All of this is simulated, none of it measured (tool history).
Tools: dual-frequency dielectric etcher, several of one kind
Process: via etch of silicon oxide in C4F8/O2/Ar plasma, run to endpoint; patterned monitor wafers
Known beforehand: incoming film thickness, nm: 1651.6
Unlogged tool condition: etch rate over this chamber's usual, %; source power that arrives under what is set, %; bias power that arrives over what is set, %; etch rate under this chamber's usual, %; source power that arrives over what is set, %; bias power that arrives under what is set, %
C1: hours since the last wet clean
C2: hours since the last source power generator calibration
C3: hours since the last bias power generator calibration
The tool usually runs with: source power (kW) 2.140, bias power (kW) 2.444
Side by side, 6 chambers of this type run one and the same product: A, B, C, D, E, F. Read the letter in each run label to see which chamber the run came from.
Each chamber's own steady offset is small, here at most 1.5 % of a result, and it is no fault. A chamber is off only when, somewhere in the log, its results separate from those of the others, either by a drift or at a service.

Run 1A, hour 7.7: usual settings; C1 244.0; C2 2098.7; C3 654.7. Result: endpoint time (s) 303.88.
Run 2B, hour 13.2: usual settings; C1 373.5; C2 1258.0; C3 1906.8. Result: endpoint time (s) 297.28.
Run 3E, hour 16.9: usual settings; C1 657.7; C2 2391.8; C3 1616.2. Result: endpoint time (s) 298.04.
At hour 22.1: chamber F: wet clean of the chamber.
Run 4F, hour 23.1: usual settings; C1 1.0; C2 2292.4; C3 3496.1. Result: endpoint time (s) 303.18.
Run 5D, hour 26.5: usual settings; C1 315.2; C2 1005.9; C3 1982.1. Result: endpoint time (s) 299.57.
Run 6C, hour 29.8: usual settings; C1 429.2; C2 1789.0; C3 315.4. Result: endpoint time (s) 301.62.
At hour 31.8: chamber E: wet clean of the chamber.
Run 7C, hour 36.6: usual settings; C1 436.0; C2 1795.8; C3 322.2. Result: endpoint time (s) 302.69.
Run 8A, hour 42.3: usual settings; C1 278.6; C2 2133.3; C3 689.3. Result: endpoint time (s) 303.82.
Run 9B, hour 45.8: usual settings but source power (kW) 1.760, bias power (kW) 2.835; C1 406.1; C2 1290.6; C3 1939.4. Result: endpoint time (s) 306.49.
Run 10E, hour 52.5: usual settings but source power (kW) 1.760, bias power (kW) 2.835; C1 20.7; C2 2427.4; C3 1651.8. Result: endpoint time (s) 309.14.
Run 11F, hour 59.6: usual settings but source power (kW) 1.760, bias power (kW) 2.835; C1 37.5; C2 2328.9; C3 3532.6. Result: endpoint time (s) 312.09.
Run 12D, hour 65.5: usual settings but source power (kW) 1.760, bias power (kW) 2.835; C1 354.2; C2 1044.9; C3 2021.1. Result: endpoint time (s) 310.43.
Run 13D, hour 69.1: usual settings but source power (kW) 1.760, bias power (kW) 2.835; C1 357.8; C2 1048.5; C3 2024.7. Result: endpoint time (s) 312.07.
Run 14C, hour 76.1: usual settings but source power (kW) 1.760, bias power (kW) 2.835; C1 475.5; C2 1835.3; C3 361.7. Result: endpoint time (s) 312.21.
Run 15B, hour 81.1: usual settings; C1 441.4; C2 1325.9; C3 1974.7. Result: endpoint time (s) 295.45.
Run 16F, hour 86.2: usual settings; C1 64.1; C2 2355.5; C3 3559.2. Result: endpoint time (s) 301.97.
Run 17E, hour 92.4: usual settings; C1 60.6; C2 2467.3; C3 1691.7. Result: endpoint time (s) 301.33.
At hour 97.5: chamber E: source power generator calibrated.
Run 18A, hour 98.9: usual settings; C1 335.2; C2 2189.9; C3 745.9. Result: endpoint time (s) 301.96.
Run 19B, hour 104.7: usual settings; C1 465.0; C2 1349.5; C3 1998.3. Result: endpoint time (s) 294.70.
At hour 110.8: chamber C: wet clean of the chamber.
Run 20A, hour 110.9: usual settings; C1 347.2; C2 2201.9; C3 757.9. Result: endpoint time (s) 303.94.
Run 21F, hour 116.2: usual settings; C1 94.1; C2 2385.5; C3 3589.2. Result: endpoint time (s) 301.88.
Run 22D, hour 123.7: usual settings; C1 412.4; C2 1103.1; C3 2079.3. Result: endpoint time (s) 299.58.
Run 23E, hour 130.1: usual settings; C1 98.3; C2 32.7; C3 1729.4. Result: endpoint time (s) 299.03.
Run 24C, hour 136.8: usual settings but source power (kW) 2.370, bias power (kW) 2.002; C1 26.0; C2 1896.0; C3 422.4. Result: endpoint time (s) 306.60.
Run 25A, hour 141.3: usual settings but source power (kW) 2.370, bias power (kW) 2.002; C1 377.6; C2 2232.3; C3 788.3. Result: endpoint time (s) 309.25.
Run 26B, hour 146.1: usual settings but source power (kW) 2.370, bias power (kW) 2.002; C1 506.4; C2 1390.9; C3 2039.7. Result: endpoint time (s) 301.35.
Run 27C, hour 149.8: usual settings but source power (kW) 2.370, bias power (kW) 2.002; C1 39.0; C2 1909.0; C3 435.4. Result: endpoint time (s) 305.63.
Run 28E, hour 154.3: usual settings but source power (kW) 2.370, bias power (kW) 2.002; C1 122.5; C2 56.9; C3 1753.6. Result: endpoint time (s) 307.11.
At hour 156.0: chamber D: wet clean of the chamber.
Run 29F, hour 161.3: usual settings but source power (kW) 2.370, bias power (kW) 2.002; C1 139.2; C2 2430.6; C3 3634.3. Result: endpoint time (s) 308.20.
Run 30D, hour 168.6: usual settings; C1 12.7; C2 1148.0; C3 2124.2. Result: endpoint time (s) 299.53.
Run 31B, hour 175.8: usual settings; C1 536.1; C2 1420.6; C3 2069.4. Result: endpoint time (s) 296.17.
Run 32A, hour 181.8: usual settings; C1 418.1; C2 2272.8; C3 828.8. Result: endpoint time (s) 303.33.
Run 33C, hour 187.7: usual settings but bias power (kW) 2.912; C1 76.9; C2 1946.9; C3 473.3. Result: endpoint time (s) 288.29.
Run 34F, hour 193.6: usual settings but bias power (kW) 2.912; C1 171.5; C2 2462.9; C3 3666.6. Result: endpoint time (s) 286.85.
Run 35D, hour 197.4: usual settings but bias power (kW) 2.912; C1 41.5; C2 1176.8; C3 2153.0. Result: endpoint time (s) 283.89.
Run 36E, hour 203.3: usual settings but bias power (kW) 2.912; C1 171.5; C2 105.9; C3 1802.6. Result: endpoint time (s) 285.16.
Run 37A, hour 210.7: usual settings but bias power (kW) 2.912; C1 447.0; C2 2301.7; C3 857.7. Result: endpoint time (s) 287.66.
Run 38F, hour 214.9: usual settings but bias power (kW) 2.912; C1 192.8; C2 2484.2; C3 3687.9. Result: endpoint time (s) 284.29.

One chamber off, gauge drift, or nothing amiss beyond the chambers' own small offsets? If it is a chamber, which one, and what is the likeliest cause?

No chamber stands off beyond its own small offset, and the gauge holds steady.
